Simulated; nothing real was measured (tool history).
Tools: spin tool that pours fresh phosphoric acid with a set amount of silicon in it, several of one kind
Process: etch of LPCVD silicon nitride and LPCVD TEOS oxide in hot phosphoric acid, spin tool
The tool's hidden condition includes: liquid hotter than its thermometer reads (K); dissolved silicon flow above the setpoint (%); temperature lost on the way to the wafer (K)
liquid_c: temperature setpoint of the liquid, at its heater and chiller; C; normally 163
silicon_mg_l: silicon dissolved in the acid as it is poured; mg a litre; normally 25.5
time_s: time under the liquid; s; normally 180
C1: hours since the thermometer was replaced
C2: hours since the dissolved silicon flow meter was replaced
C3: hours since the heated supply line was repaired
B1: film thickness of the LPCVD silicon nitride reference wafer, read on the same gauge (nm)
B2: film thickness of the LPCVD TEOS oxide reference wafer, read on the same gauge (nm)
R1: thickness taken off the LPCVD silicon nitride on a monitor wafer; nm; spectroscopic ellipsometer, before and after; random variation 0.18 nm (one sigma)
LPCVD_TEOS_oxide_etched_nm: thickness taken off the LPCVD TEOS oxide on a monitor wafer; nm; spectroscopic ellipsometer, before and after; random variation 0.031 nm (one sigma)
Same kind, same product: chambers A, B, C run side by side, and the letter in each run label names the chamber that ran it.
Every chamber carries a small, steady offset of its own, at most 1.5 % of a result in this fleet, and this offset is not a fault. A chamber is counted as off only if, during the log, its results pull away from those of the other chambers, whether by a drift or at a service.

run 1A hour=9.7 | liquid_c=163 silicon_mg_l=25.5 time_s=180 | C1=930.9 C2=196.4 C3=377.4 | B1=80.011 B2=80.013 | R1=18.007 LPCVD_TEOS_oxide_etched_nm=0.756
-- hour=17.6 chamber B: thermometer replaced
run 2C hour=20.2 | liquid_c=163 silicon_mg_l=25.5 time_s=180 | C1=279 C2=1124.5 C3=108.9 | B1=80.056 B2=79.98 | R1=18.274 LPCVD_TEOS_oxide_etched_nm=0.76362
run 3B hour=28.5 | liquid_c=163 silicon_mg_l=25.5 time_s=180 | C1=10.9 C2=1760.1 C3=490.4 | B1=80.002 B2=79.99 | R1=17.812 LPCVD_TEOS_oxide_etched_nm=0.74137
run 4A hour=36.4 | liquid_c=163 silicon_mg_l=25.5 time_s=180 | C1=957.6 C2=223.1 C3=404.1 | B1=80 B2=79.996 | R1=17.821 LPCVD_TEOS_oxide_etched_nm=0.75673
run 5B hour=42.8 | liquid_c=163 silicon_mg_l=25.5 time_s=180 | C1=25.2 C2=1774.4 C3=504.7 | B1=80.004 B2=79.992 | R1=17.943 LPCVD_TEOS_oxide_etched_nm=0.83396
run 6C hour=51.3 | liquid_c=163 silicon_mg_l=25.5 time_s=180 | C1=310.1 C2=1155.6 C3=140 | B1=80 B2=79.994 | R1=17.98 LPCVD_TEOS_oxide_etched_nm=0.75898
-- hour=57.5 chamber B: dissolved silicon flow meter replaced
run 7B hour=60.7 | liquid_c=163 silicon_mg_l=25.5 time_s=180 | C1=43.1 C2=3.2 C3=522.6 | B1=79.983 B2=80.043 | R1=17.947 LPCVD_TEOS_oxide_etched_nm=0.75136
run 8C hour=67.8 | liquid_c=163 silicon_mg_l=25.5 time_s=180 | C1=326.6 C2=1172.1 C3=156.5 | B1=80.014 B2=79.993 | R1=18.285 LPCVD_TEOS_oxide_etched_nm=0.73791
run 9A hour=77.1 | liquid_c=163 silicon_mg_l=25.5 time_s=180 | C1=998.3 C2=263.8 C3=444.8 | B1=79.983 B2=79.991 | R1=17.826 LPCVD_TEOS_oxide_etched_nm=0.7752
run 10B hour=83 | liquid_c=163 silicon_mg_l=25.5 time_s=180 | C1=65.4 C2=25.5 C3=544.9 | B1=80.037 B2=80.023 | R1=18.129 LPCVD_TEOS_oxide_etched_nm=0.80953
run 11C hour=92.5 | liquid_c=163 silicon_mg_l=25.5 time_s=180 | C1=351.3 C2=1196.8 C3=181.2 | B1=80.01 B2=80.039 | R1=18.395 LPCVD_TEOS_oxide_etched_nm=0.7837
run 12A hour=99.1 | liquid_c=163 silicon_mg_l=25.5 time_s=180 | C1=1020.3 C2=285.8 C3=466.8 | B1=80.006 B2=80.011 | R1=18.278 LPCVD_TEOS_oxide_etched_nm=0.75522
run 13C hour=105.3 | liquid_c=161 silicon_mg_l=17 time_s=180 | C1=364.1 C2=1209.6 C3=194 | B1=80.02 B2=80.039 | R1=16.962 LPCVD_TEOS_oxide_etched_nm=0.77405
run 14B hour=115.2 | liquid_c=161 silicon_mg_l=17 time_s=180 | C1=97.6 C2=57.7 C3=577.1 | B1=80.021 B2=80.037 | R1=16.654 LPCVD_TEOS_oxide_etched_nm=0.85129
run 15A hour=121.2 | liquid_c=161 silicon_mg_l=17 time_s=180 | C1=1042.4 C2=307.9 C3=488.9 | B1=80.002 B2=80.031 | R1=17.029 LPCVD_TEOS_oxide_etched_nm=0.86677
run 16C hour=127.5 | liquid_c=163 silicon_mg_l=25.5 time_s=180 | C1=386.3 C2=1231.8 C3=216.2 | B1=79.992 B2=79.993 | R1=18.555 LPCVD_TEOS_oxide_etched_nm=0.77063
run 17A hour=136.9 | liquid_c=163 silicon_mg_l=25.5 time_s=180 | C1=1058.1 C2=323.6 C3=504.6 | B1=80.038 B2=80.035 | R1=18.158 LPCVD_TEOS_oxide_etched_nm=0.82257
run 18B hour=143.4 | liquid_c=163 silicon_mg_l=25.5 time_s=180 | C1=125.8 C2=85.9 C3=605.3 | B1=79.982 B2=79.954 | R1=18.11 LPCVD_TEOS_oxide_etched_nm=0.73063
run 19C hour=150.4 | liquid_c=163 silicon_mg_l=25.5 time_s=180 | C1=409.2 C2=1254.7 C3=239.1 | B1=79.972 B2=79.985 | R1=18.071 LPCVD_TEOS_oxide_etched_nm=0.76801
run 20A hour=156.6 | liquid_c=163 silicon_mg_l=25.5 time_s=180 | C1=1077.8 C2=343.3 C3=524.3 | B1=80.012 B2=80.018 | R1=18.155 LPCVD_TEOS_oxide_etched_nm=0.74151
run 21B hour=163.3 | liquid_c=163 silicon_mg_l=25.5 time_s=180 | C1=145.7 C2=105.8 C3=625.2 | B1=80.031 B2=80.041 | R1=18.27 LPCVD_TEOS_oxide_etched_nm=0.72696
run 22A hour=171.5 | liquid_c=163 silicon_mg_l=25.5 time_s=180 | C1=1092.7 C2=358.2 C3=539.2 | B1=79.963 B2=79.988 | R1=18.134 LPCVD_TEOS_oxide_etched_nm=0.8186
run 23C hour=178.8 | liquid_c=163 silicon_mg_l=25.5 time_s=180 | C1=437.6 C2=1283.1 C3=267.5 | B1=79.987 B2=80.017 | R1=18.235 LPCVD_TEOS_oxide_etched_nm=0.79727
run 24B hour=187.8 | liquid_c=163 silicon_mg_l=25.5 time_s=180 | C1=170.2 C2=130.3 C3=649.7 | B1=80.025 B2=80.003 | R1=17.899 LPCVD_TEOS_oxide_etched_nm=0.73665
run 25A hour=196.3 | liquid_c=163 silicon_mg_l=25.5 time_s=180 | C1=1117.5 C2=383 C3=564 | B1=79.984 B2=79.991 | R1=18.14 LPCVD_TEOS_oxide_etched_nm=0.72667
run 26B hour=201.7 | liquid_c=163 silicon_mg_l=25.5 time_s=180 | C1=184.1 C2=144.2 C3=663.6 | B1=79.974 B2=79.966 | R1=18.021 LPCVD_TEOS_oxide_etched_nm=0.77989
run 27C hour=212.6 | liquid_c=163 silicon_mg_l=25.5 time_s=180 | C1=471.4 C2=1316.9 C3=301.3 | B1=80 B2=79.984 | R1=18.385 LPCVD_TEOS_oxide_etched_nm=0.74385
run 28B hour=219.4 | liquid_c=165 silicon_mg_l=25.5 time_s=255 | C1=201.8 C2=161.9 C3=681.3 | B1=79.947 B2=79.993 | R1=27.223 LPCVD_TEOS_oxide_etched_nm=1.2341

For the next run the whole fleet of 3 chambers uses the same settings. Give each chamber's results:
run 29A hour=227.9 | liquid_c=163 silicon_mg_l=25.5 time_s=180 | R1=? LPCVD_TEOS_oxide_etched_nm=?
run 29B hour=227.9 | liquid_c=163 silicon_mg_l=25.5 time_s=180 | R1=? LPCVD_TEOS_oxide_etched_nm=?
run 29C hour=227.9 | liquid_c=163 silicon_mg_l=25.5 time_s=180 | R1=? LPCVD_TEOS_oxide_etched_nm=?

run=29A R1=17.758 LPCVD_TEOS_oxide_etched_nm=0.77309
run=29B R1=18.142 LPCVD_TEOS_oxide_etched_nm=0.71912
run=29C R1=18.481 LPCVD_TEOS_oxide_etched_nm=0.74172
